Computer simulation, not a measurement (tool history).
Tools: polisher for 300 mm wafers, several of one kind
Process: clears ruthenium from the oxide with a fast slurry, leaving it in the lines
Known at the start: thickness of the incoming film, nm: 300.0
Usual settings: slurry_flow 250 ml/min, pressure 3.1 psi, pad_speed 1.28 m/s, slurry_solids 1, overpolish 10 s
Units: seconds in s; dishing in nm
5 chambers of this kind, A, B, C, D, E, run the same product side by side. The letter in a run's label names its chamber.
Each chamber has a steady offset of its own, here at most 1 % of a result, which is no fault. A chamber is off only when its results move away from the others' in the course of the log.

run,hour,slurry_flow,pressure,pad_speed,slurry_solids,overpolish,wafers polished on this pad,hours since the slurry nozzle was cleaned,hours since the head pressure was calibrated,hours since the slurry blender was calibrated,seconds,dishing
# hour 0.8: chamber D: worn pad replaced by a new one
1A,8,250,3.1,1.28,1,10,647,67.2,169.4,216.7,49.9,48.533
2B,16.5,250,3.1,1.28,1,10,420,210.6,143.8,290.2,50.715,48.544
3E,23.3,250,3.1,1.28,1,10,702,360.1,792.5,80.5,50.713,47.815
4C,30.6,250,3.1,1.28,1,10,583,182.2,175.4,151.6,50.333,49.776
# hour 34.1: chamber A: slurry blender recalibrated
# hour 36.1: chamber A: worn pad replaced by a new one
5D,37.3,250,3.1,1.28,1,10,449,428.5,334.2,139.3,51.831,50.193
# hour 45.6: chamber C: slurry blender recalibrated
# hour 47.9: chamber B: worn pad replaced by a new one
6C,48.5,250,3.1,1.28,1,10,803,200.1,193.3,2.9,50.922,47.502
# hour 54.9: chamber C: worn pad replaced by a new one
7E,55.8,250,3.1,1.28,1,10,1101,392.6,825,113,51.222,48.674
# hour 58.8: chamber D: slurry nozzle cleaned
8D,65.1,250,3.1,1.28,1,10,790,6.4,362,167.1,50.263,48.354
9B,74.1,250,3.1,1.28,1,10,322,268.2,201.4,347.8,50.67,47.451
# hour 81.3: chamber D: worn pad replaced by a new one
10A,86.3,250,3.1,1.28,1,10,616,145.5,247.7,52.2,50.487,49.165
11D,91.8,250,3.1,1.28,1,10,129,33.1,388.7,193.8,51.248,47.876
# hour 95.6: chamber B: slurry blender recalibrated
12C,99.3,250,3.1,1.28,1,15,545,250.9,244.1,53.7,50.524,67.918
# hour 99.4: chamber E: worn pad replaced by a new one
13B,108.5,250,3.1,1.28,1,15,744,302.6,235.8,12.9,50.799,67.518
# hour 115.9: chamber A: worn pad replaced by a new one
14E,117.2,250,3.1,1.28,1,15,218,454,886.4,174.4,50.2,69.405
# hour 120.7: chamber B: worn pad replaced by a new one
15A,129.2,250,3.1,1.28,1,15,163,188.4,290.6,95.1,50.697,69.024
# hour 132.5: chamber C: worn pad replaced by a new one
16A,139.9,250,3.1,1.28,1,15,294,199.1,301.3,105.8,49.94,68.272
# hour 147.2: chamber D: worn pad replaced by a new one
17D,151.1,250,3.1,1.28,1,10,48,92.4,448,253.1,50.372,47.246
18C,160.2,250,3.1,1.28,1,10,340,311.8,305,114.6,50.335,48.472
19E,166.8,250,2.3,0.86,1,10,827,503.6,936,224,102.51,26.247
20B,173.4,250,2.3,0.86,1,10,647,367.5,300.7,77.8,102.84,25.916
21C,180.4,250,2.3,0.86,1,10,588,332,325.2,134.8,101.28,25.932
# hour 183.1: chamber C: slurry blender recalibrated
# hour 186.1: chamber A: slurry nozzle cleaned
# hour 187: chamber E: slurry nozzle cleaned
22E,188,250,2.3,0.86,1,10,1087,1,957.2,245.2,98.81,25.384
# hour 193: chamber B: worn pad replaced by a new one
23B,196.1,250,2.3,0.86,1,10,38,390.2,323.4,100.5,101.32,25.744
# hour 204.3: chamber A: worn pad replaced by a new one
24D,204.9,250,3.1,1.28,1,10,708,146.2,501.8,306.9,50.503,48.01
# hour 205.6: chamber C: worn pad replaced by a new one
# hour 208.4: chamber E: worn pad replaced by a new one
25A,213.3,250,3.1,1.28,1,10,111,27.2,374.7,179.2,50.504,49.328
26B,223,250,3.1,1.28,1,10,368,417.1,350.3,127.4,50.339,47.48
27C,230.3,250,3.1,1.28,1,10,303,381.9,375.1,47.2,49.862,47.428
# hour 232: chamber D: worn pad replaced by a new one
# hour 233.3: chamber D: slurry blender recalibrated
# hour 233.7: chamber A: head pressure recalibrated
28D,239.4,250,3.1,1.28,1,10,91,180.7,536.3,6.2,50.776,48.412
# hour 251: chamber A: slurry blender recalibrated
29E,251,250,3.1,1.28,1,10,522,64,1020.2,308.2,50.374,48.851
# hour 258: chamber B: worn pad replaced by a new one
30A,261.8,250,3.1,1.28,1,10,706,75.7,28.1,10.8,51.104,48.448
31D,273.3,250,3.1,1.28,1,10,508,214.6,570.2,40.1,51.363,47.812
32B,279.9,250,3.1,1.28,1,10,269,474,407.2,184.3,50.562,47.373
33C,286.3,250,3.1,1.28,1,10,991,437.9,431.1,103.2,49.526,47.348
34E,294.3,250,3.1,1.28,1,10,1054,107.3,1063.5,351.5,50.429,48.354
# hour 297.4: chamber C: worn pad replaced by a new one
# hour 297.9: chamber A: worn pad replaced by a new one
35A,299.6,250,3.1,1.28,1,10,21,113.5,65.9,48.6,49.452,47.887
# hour 306.8: chamber D: worn pad replaced by a new one
36E,309,250,3.1,1.1,1,10,1234,122,1078.2,366.2,58.147,42.6
37A,319.6,250,3.1,1.1,1,10,267,133.5,85.9,68.6,58.757,41.521
# hour 323.3: chamber B: worn pad replaced by a new one
38D,331.5,250,3.1,1.1,1,10,304,272.8,628.4,98.3,58.772,41.544
# hour 335.8: chamber C: slurry blender recalibrated
39B,338.1,250,3.1,1.1,1,10,182,532.2,465.4,242.5,59.574,41.893
40C,343.5,250,3.1,1.1,1,10,566,495.1,488.3,7.7,58.475,41.391
# hour 344: chamber E: worn pad replaced by a new one
41B,351.3,250,3.1,1.44,1.15,10,344,545.4,478.6,255.7,42.533,57.2
42D,360.3,250,3.1,1.44,1.15,10,657,301.6,657.2,127.1,42.817,56.888
43C,365.9,250,3.1,1.44,1.15,10,840,517.5,510.7,30.1,42.949,57.2
44E,372.9,250,3.1,1.44,1.15,10,355,185.9,1142.1,430.1,42.993,56.569

Next, every chamber runs the same settings. What will each give?
45A,381.8,250,3.6,1.28,1,10,,,,,?,?
45B,381.8,250,3.6,1.28,1,10,,,,,?,?
45C,381.8,250,3.6,1.28,1,10,,,,,?,?
45D,381.8,250,3.6,1.28,1,10,,,,,?,?
45E,381.8,250,3.6,1.28,1,10,,,,,?,?

run,seconds,dishing
45A,42.777,53.705
45B,43.009,54.649
45C,43.974,55.651
45D,43.092,55.594
45E,44.043,54.685
